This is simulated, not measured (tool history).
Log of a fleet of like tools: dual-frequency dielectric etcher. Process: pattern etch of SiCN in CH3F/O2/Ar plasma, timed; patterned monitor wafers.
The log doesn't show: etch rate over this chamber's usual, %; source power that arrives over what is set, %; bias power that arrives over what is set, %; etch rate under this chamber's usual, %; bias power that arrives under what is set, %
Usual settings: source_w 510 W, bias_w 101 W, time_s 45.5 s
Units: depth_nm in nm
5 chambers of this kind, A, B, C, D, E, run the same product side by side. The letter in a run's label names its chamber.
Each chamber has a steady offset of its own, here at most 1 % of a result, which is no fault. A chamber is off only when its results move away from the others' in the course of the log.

run,hour,source_w,bias_w,time_s,hours since the last wet clean,hours since the last source power generator calibration,hours since the last bias power generator calibration,"read-back reference wafer on the same gauge, depth_nm",depth_nm
1A,12.4,510,101,45.5,422.7,161.3,3647.8,19.307,21.223
2C,18.5,510,101,45.5,348.4,1418.6,3754.7,19.295,21.119
3E,26.5,510,101,45.5,428.0,2020.5,614.9,19.299,20.915
4D,35.5,510,101,45.5,204.6,145.0,2593.0,19.284,20.830
5B,46.6,510,101,45.5,128.7,3172.8,524.7,19.322,21.406
6B,56.3,510,101,53.5,138.4,3182.5,534.4,19.322,25.072
# hour 59.0: chamber E: wet clean of the chamber
7E,65.0,510,101,53.5,6.1,2059.0,653.4,19.344,24.947
8C,77.4,510,101,53.5,407.3,1477.5,3813.6,19.321,24.683
9D,89.0,510,101,53.5,258.1,198.5,2646.5,19.307,24.603
10A,99.3,510,101,53.5,509.6,248.2,3734.7,19.301,24.725
11D,110.5,510,101,45.5,279.6,220.0,2668.0,19.306,20.974
12C,120.2,510,101,45.5,450.1,1520.3,3856.4,19.313,20.894
13B,130.0,510,101,45.5,212.1,3256.2,608.1,19.287,21.428
14E,140.2,470,101,40.0,81.3,2134.2,728.6,19.251,17.978
15A,152.5,470,101,40.0,562.8,301.4,3787.9,19.289,18.172
16D,161.4,470,101,40.0,330.5,270.9,2718.9,19.288,17.702
17B,171.2,470,101,40.0,253.3,3297.4,649.3,19.307,18.163
18A,180.6,470,101,40.0,590.9,329.5,3816.0,19.323,18.184
# hour 180.9: chamber C: wet clean of the chamber
19C,191.5,510,101,45.5,10.6,1591.6,3927.7,19.305,21.133
20E,204.0,510,101,45.5,145.1,2198.0,792.4,19.310,21.052
# hour 211.5: chamber D: wet clean of the chamber
21E,211.8,510,101,45.5,152.9,2205.8,800.2,19.325,21.108
22D,221.4,510,101,45.5,10.0,330.9,2778.9,19.294,21.101
# hour 226.1: chamber A: wet clean of the chamber
23A,227.5,510,101,45.5,1.4,376.4,3862.9,19.308,21.207
24B,238.8,510,101,45.5,320.9,3365.0,716.9,19.289,21.224
25C,247.2,510,101,45.5,66.3,1647.3,3983.4,19.300,20.825
26C,257.8,510,101,45.5,76.9,1657.9,3994.0,19.316,21.212
27A,263.9,510,101,45.5,37.8,412.8,3899.3,19.281,21.408
28E,273.3,510,101,55.0,214.4,2267.3,861.7,19.326,25.350
29B,279.4,510,101,55.0,361.5,3405.6,757.5,19.309,26.048
30D,292.6,510,101,55.0,81.2,402.1,2850.1,19.334,25.162
31B,300.4,510,101,55.0,382.5,3426.6,778.5,19.298,25.916
32E,311.5,510,101,55.0,252.6,2305.5,899.9,19.285,25.605
33A,322.8,510,101,45.5,96.7,471.7,3958.2,19.333,21.270
34D,333.1,510,101,45.5,121.7,442.6,2890.6,19.283,20.988
35C,339.2,510,101,45.5,158.3,1739.3,4075.4,19.282,21.242
# hour 346.4: chamber B: wet clean of the chamber
36A,348.7,410,81,45.5,122.6,497.6,3984.1,19.295,17.783
37E,359.9,410,81,45.5,301.0,2353.9,948.3,19.276,17.903
38B,368.2,410,81,45.5,21.9,3494.4,846.3,19.334,18.196
39D,380.9,410,81,45.5,169.5,490.4,2938.4,19.285,17.989
40C,389.9,410,81,45.5,209.0,1790.0,4126.1,19.283,17.695
41C,397.9,510,101,45.5,217.0,1798.0,4134.1,19.332,21.026
42D,405.9,510,101,45.5,194.5,515.4,2963.4,19.307,20.957

What goes on in this fleet: one chamber off, a drifting gauge, or nothing beyond the chambers' own small offsets? Name the chamber and the cause, if any.

No chamber stands off beyond its own small offset, and the gauge holds steady.
